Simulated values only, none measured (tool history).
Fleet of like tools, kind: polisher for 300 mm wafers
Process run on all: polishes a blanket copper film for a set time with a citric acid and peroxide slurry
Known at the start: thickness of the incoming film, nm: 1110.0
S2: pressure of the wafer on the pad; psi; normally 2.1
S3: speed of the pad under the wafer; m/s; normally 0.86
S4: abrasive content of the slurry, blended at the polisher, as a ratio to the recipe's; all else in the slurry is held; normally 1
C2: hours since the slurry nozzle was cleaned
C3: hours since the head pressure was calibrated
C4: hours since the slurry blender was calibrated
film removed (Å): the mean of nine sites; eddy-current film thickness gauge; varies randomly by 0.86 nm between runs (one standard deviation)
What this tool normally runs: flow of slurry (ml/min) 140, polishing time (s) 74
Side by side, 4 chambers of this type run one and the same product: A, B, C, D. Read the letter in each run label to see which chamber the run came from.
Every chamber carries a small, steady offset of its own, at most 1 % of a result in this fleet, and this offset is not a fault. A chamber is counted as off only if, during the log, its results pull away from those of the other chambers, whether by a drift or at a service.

{"run": "1B", "hour": 7.2, "flow of slurry (ml/min)": 140, "S2": 2.1, "S3": 0.86, "S4": 1, "polishing time (s)": 74, "wafers polished on this pad": 539, "C2": 267.3, "C3": 379.7, "C4": 29.3, "film removed (Å)": 832.31}
{"run": "2C", "hour": 15.8, "flow of slurry (ml/min)": 140, "S2": 2.1, "S3": 0.86, "S4": 1, "polishing time (s)": 74, "wafers polished on this pad": 386, "C2": 423.1, "C3": 91.9, "C4": 60.0, "film removed (Å)": 835.97}
{"run": "3A", "hour": 23.4, "flow of slurry (ml/min)": 140, "S2": 2.1, "S3": 0.86, "S4": 1, "polishing time (s)": 74, "wafers polished on this pad": 958, "C2": 206.2, "C3": 140.1, "C4": 91.5, "film removed (Å)": 819.33}
{"hour": 33.8, "done": "chamber B: worn pad replaced by a new one"}
{"run": "4D", "hour": 38.1, "flow of slurry (ml/min)": 140, "S2": 2.1, "S3": 0.86, "S4": 1, "polishing time (s)": 74, "wafers polished on this pad": 490, "C2": 419.5, "C3": 917.8, "C4": 171.1, "film removed (Å)": 811.87}
{"hour": 43.3, "done": "chamber C: worn pad replaced by a new one"}
{"run": "5A", "hour": 45.2, "flow of slurry (ml/min)": 140, "S2": 2.1, "S3": 0.86, "S4": 1, "polishing time (s)": 74, "wafers polished on this pad": 1099, "C2": 228.0, "C3": 161.9, "C4": 113.3, "film removed (Å)": 819.57}
{"run": "6B", "hour": 52.1, "flow of slurry (ml/min)": 140, "S2": 2.1, "S3": 0.86, "S4": 1, "polishing time (s)": 74, "wafers polished on this pad": 118, "C2": 312.2, "C3": 424.6, "C4": 74.2, "film removed (Å)": 822.07}
{"hour": 57.8, "done": "chamber B: slurry nozzle cleaned"}
{"run": "7D", "hour": 63.0, "flow of slurry (ml/min)": 140, "S2": 2.1, "S3": 0.86, "S4": 1, "polishing time (s)": 74, "wafers polished on this pad": 651, "C2": 444.4, "C3": 942.7, "C4": 196.0, "film removed (Å)": 833.89}
{"run": "8C", "hour": 75.6, "flow of slurry (ml/min)": 140, "S2": 2.1, "S3": 0.86, "S4": 1, "polishing time (s)": 74, "wafers polished on this pad": 208, "C2": 482.9, "C3": 151.7, "C4": 119.8, "film removed (Å)": 836.68}
{"hour": 79.0, "done": "chamber A: worn pad replaced by a new one"}
{"run": "9D", "hour": 84.9, "flow of slurry (ml/min)": 140, "S2": 2.1, "S3": 0.86, "S4": 1, "polishing time (s)": 74, "wafers polished on this pad": 792, "C2": 466.3, "C3": 964.6, "C4": 217.9, "film removed (Å)": 839.4}
{"hour": 87.4, "done": "chamber D: worn pad replaced by a new one"}
{"run": "10B", "hour": 91.8, "flow of slurry (ml/min)": 140, "S2": 2.1, "S3": 0.86, "S4": 1, "polishing time (s)": 74, "wafers polished on this pad": 374, "C2": 34.0, "C3": 464.3, "C4": 113.9, "film removed (Å)": 819.67}
{"run": "11C", "hour": 106.4, "flow of slurry (ml/min)": 140, "S2": 2.1, "S3": 0.86, "S4": 1, "polishing time (s)": 74, "wafers polished on this pad": 407, "C2": 513.7, "C3": 182.5, "C4": 150.6, "film removed (Å)": 832.56}
{"run": "12A", "hour": 114.8, "flow of slurry (ml/min)": 140, "S2": 2.1, "S3": 0.86, "S4": 1, "polishing time (s)": 74, "wafers polished on this pad": 231, "C2": 297.6, "C3": 231.5, "C4": 182.9, "film removed (Å)": 834.1}
{"hour": 119.1, "done": "chamber C: slurry nozzle cleaned"}
{"run": "13B", "hour": 124.2, "flow of slurry (ml/min)": 140, "S2": 2.1, "S3": 0.86, "S4": 1, "polishing time (s)": 74, "wafers polished on this pad": 583, "C2": 66.4, "C3": 496.7, "C4": 146.3, "film removed (Å)": 824.63}
{"hour": 129.3, "done": "chamber C: worn pad replaced by a new one"}
{"run": "14C", "hour": 133.2, "flow of slurry (ml/min)": 140, "S2": 2.1, "S3": 0.62, "S4": 1, "polishing time (s)": 64, "wafers polished on this pad": 25, "C2": 14.2, "C3": 209.3, "C4": 177.4, "film removed (Å)": 524.54}
{"hour": 134.5, "done": "chamber B: worn pad replaced by a new one"}
{"run": "15A", "hour": 141.8, "flow of slurry (ml/min)": 140, "S2": 2.1, "S3": 0.62, "S4": 1, "polishing time (s)": 64, "wafers polished on this pad": 405, "C2": 324.6, "C3": 258.5, "C4": 209.9, "film removed (Å)": 517.71}
{"run": "16D", "hour": 149.5, "flow of slurry (ml/min)": 140, "S2": 2.1, "S3": 0.62, "S4": 1, "polishing time (s)": 64, "wafers polished on this pad": 400, "C2": 530.9, "C3": 1029.2, "C4": 282.5, "film removed (Å)": 521.36}
{"run": "17D", "hour": 157.0, "flow of slurry (ml/min)": 140, "S2": 2.1, "S3": 0.62, "S4": 1, "polishing time (s)": 64, "wafers polished on this pad": 449, "C2": 538.4, "C3": 1036.7, "C4": 290.0, "film removed (Å)": 525.58}
{"hour": 158.1, "done": "chamber D: slurry blender recalibrated"}
{"hour": 161.6, "done": "chamber B: slurry blender recalibrated"}
{"run": "18A", "hour": 170.9, "flow of slurry (ml/min)": 140, "S2": 1.7, "S3": 0.86, "S4": 1, "polishing time (s)": 98, "wafers polished on this pad": 593, "C2": 353.7, "C3": 287.6, "C4": 239.0, "film removed (Å)": 895.92}
{"hour": 178.0, "done": "chamber B: head pressure recalibrated"}
{"hour": 185.4, "done": "chamber D: slurry nozzle cleaned"}
{"run": "19C", "hour": 186.2, "flow of slurry (ml/min)": 140, "S2": 1.7, "S3": 0.86, "S4": 1, "polishing time (s)": 98, "wafers polished on this pad": 367, "C2": 67.2, "C3": 262.3, "C4": 230.4, "film removed (Å)": 884.19}
{"run": "20B", "hour": 199.0, "flow of slurry (ml/min)": 140, "S2": 1.7, "S3": 0.86, "S4": 1, "polishing time (s)": 98, "wafers polished on this pad": 416, "C2": 141.2, "C3": 21.1, "C4": 37.5, "film removed (Å)": 776.75}
{"hour": 204.4, "done": "chamber D: worn pad replaced by a new one"}
{"run": "21C", "hour": 209.3, "flow of slurry (ml/min)": 140, "S2": 1.7, "S3": 0.86, "S4": 1, "polishing time (s)": 98, "wafers polished on this pad": 516, "C2": 90.3, "C3": 285.4, "C4": 253.5, "film removed (Å)": 917.04}
{"run": "22B", "hour": 219.9, "flow of slurry (ml/min)": 140, "S2": 2.1, "S3": 0.86, "S4": 1, "polishing time (s)": 74, "wafers polished on this pad": 550, "C2": 162.1, "C3": 42.0, "C4": 58.4, "film removed (Å)": 729.64}
{"hour": 223.4, "done": "chamber C: worn pad replaced by a new one"}
{"hour": 224.2, "done": "chamber B: worn pad replaced by a new one"}
{"run": "23A", "hour": 230.1, "flow of slurry (ml/min)": 140, "S2": 2.1, "S3": 0.86, "S4": 1, "polishing time (s)": 49, "wafers polished on this pad": 975, "C2": 412.9, "C3": 346.8, "C4": 298.2, "film removed (Å)": 545.64}
{"run": "24D", "hour": 238.0, "flow of slurry (ml/min)": 140, "S2": 2.1, "S3": 0.86, "S4": 1, "polishing time (s)": 49, "wafers polished on this pad": 217, "C2": 52.7, "C3": 1117.7, "C4": 79.9, "film removed (Å)": 547.7}
{"run": "25A", "hour": 251.9, "flow of slurry (ml/min)": 140, "S2": 2.1, "S3": 0.86, "S4": 1, "polishing time (s)": 49, "wafers polished on this pad": 1115, "C2": 434.7, "C3": 368.6, "C4": 320.0, "film removed (Å)": 550.26}
{"hour": 255.9, "done": "chamber C: slurry blender recalibrated"}
{"run": "26D", "hour": 266.2, "flow of slurry (ml/min)": 140, "S2": 2.1, "S3": 0.86, "S4": 1, "polishing time (s)": 49, "wafers polished on this pad": 399, "C2": 80.9, "C3": 1145.9, "C4": 108.1, "film removed (Å)": 552.62}
{"run": "27C", "hour": 273.0, "flow of slurry (ml/min)": 140, "S2": 2.1, "S3": 0.86, "S4": 1, "polishing time (s)": 74, "wafers polished on this pad": 320, "C2": 154.0, "C3": 349.1, "C4": 17.2, "film removed (Å)": 821.56}
{"run": "28B", "hour": 283.2, "flow of slurry (ml/min)": 140, "S2": 2.1, "S3": 0.86, "S4": 1, "polishing time (s)": 74, "wafers polished on this pad": 380, "C2": 225.4, "C3": 105.3, "C4": 121.7, "film removed (Å)": 726.84}

For the next run the whole fleet of 4 chambers uses the same settings. Give each chamber's results:
{"run": "29A", "hour": 294.4, "flow of slurry (ml/min)": 140, "S2": 2.1, "S3": 0.86, "S4": 1, "polishing time (s)": 74, "film removed (Å)": "?"}
{"run": "29B", "hour": 294.4, "flow of slurry (ml/min)": 140, "S2": 2.1, "S3": 0.86, "S4": 1, "polishing time (s)": 74, "film removed (Å)": "?"}
{"run": "29C", "hour": 294.4, "flow of slurry (ml/min)": 140, "S2": 2.1, "S3": 0.86, "S4": 1, "polishing time (s)": 74, "film removed (Å)": "?"}
{"run": "29D", "hour": 294.4, "flow of slurry (ml/min)": 140, "S2": 2.1, "S3": 0.86, "S4": 1, "polishing time (s)": 74, "film removed (Å)": "?"}

run=29A film_removed_(Å)=823.70
run=29B film_removed_(Å)=737.81
run=29C film_removed_(Å)=837.09
run=29D film_removed_(Å)=813.20
